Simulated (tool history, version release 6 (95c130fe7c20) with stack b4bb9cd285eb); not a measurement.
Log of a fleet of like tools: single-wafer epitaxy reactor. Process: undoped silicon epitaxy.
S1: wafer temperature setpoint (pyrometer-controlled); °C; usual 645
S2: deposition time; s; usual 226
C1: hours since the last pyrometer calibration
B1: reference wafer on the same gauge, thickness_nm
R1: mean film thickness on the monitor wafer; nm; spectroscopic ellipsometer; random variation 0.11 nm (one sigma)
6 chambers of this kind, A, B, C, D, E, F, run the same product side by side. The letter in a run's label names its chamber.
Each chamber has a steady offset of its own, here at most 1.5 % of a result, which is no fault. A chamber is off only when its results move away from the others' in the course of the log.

run,hour,S1,S2,C1,B1,R1
1E,7.3,645,226,1391.3,30.306,34.118
2B,18.4,645,226,372.2,30.291,34.029
3A,26.1,645,226,1399.5,30.323,34.027
4D,41.6,645,226,555.9,30.304,33.730
5C,54.8,645,226,1374.9,30.304,33.989
6F,61.9,645,226,782.0,30.324,34.620
7B,71.4,645,226,425.2,30.295,34.186
8D,80.7,645,226,595.0,30.294,33.647
9C,89.3,645,226,1409.4,30.307,33.802
10F,102.7,645,226,822.8,30.308,34.494
11E,116.5,645,226,1500.5,30.311,33.890
12A,130.7,645,226,1504.1,30.294,34.136
13E,144.6,645,226,1528.6,30.301,34.268
14F,153.2,637,226,873.3,30.302,28.848
15B,165.4,637,226,519.2,30.298,28.664
16D,174.1,637,226,688.4,30.271,28.178
17C,184.9,637,226,1505.0,30.316,28.515
18A,195.8,637,226,1569.2,30.285,28.589
19D,208.7,637,226,723.0,30.323,28.232
20E,221.8,645,226,1605.8,30.270,34.175
21C,236.8,645,226,1556.9,30.287,33.859
22F,251.1,645,226,971.2,30.284,34.752
23B,264.9,645,226,618.7,30.317,34.118
24A,273.9,645,226,1647.3,30.258,33.944
25D,282.5,645,226,796.8,30.289,33.849
26C,295.8,645,226,1615.9,30.271,34.050
27B,305.6,645,226,659.4,30.311,34.101
# hour 306.6: chamber C: pyrometer calibrated
28A,320.7,645,226,1694.1,30.307,34.143
29E,333.5,645,226,1717.5,30.314,34.384
30F,341.0,645,226,1061.1,30.266,35.574
31A,348.8,645,226,1722.2,30.297,33.898
32F,360.3,656,200,1080.4,30.322,39.782
33D,370.2,656,200,884.5,30.279,37.877
34B,385.8,656,200,739.6,30.300,38.429
# hour 399.9: chamber A: pyrometer calibrated
35C,401.4,656,200,94.9,30.302,38.091
# hour 402.2: chamber E: pyrometer calibrated
36E,417.0,656,200,14.9,30.289,38.188
37B,427.2,656,200,781.0,30.294,38.302
38A,440.3,645,226,40.5,30.321,34.016
39C,453.9,645,226,147.4,30.321,33.923

Is one chamber off against the others, does the gauge drift, or is nothing wrong? If a chamber is off, say which, and what the likeliest cause is.

Chamber F drifts away from the others.
Cause: wafer temperature above the value expected at the setpoint (K) = 2.15.

Here are 4 candidates for chamber F's next run, each the usual settings with a change, their results left as question marks. Which one brings its results back in line with what the others give on the usual settings?
In line means no further than this from the other chambers' mean on the usual settings: R1 0.400 nm
40F-1,465.2,645,231,,,?
40F-2,465.2,643,222,,,?
40F-3,465.2,648,226,,,?
40F-4,465.2,644,226,,,?

The other chambers' mean on the usual settings: R1 33.963 nm
run,R1
40F-1,37.023
40F-2,34.048
40F-3,38.681
40F-4,35.434
40F-2 brings the chamber back in line.
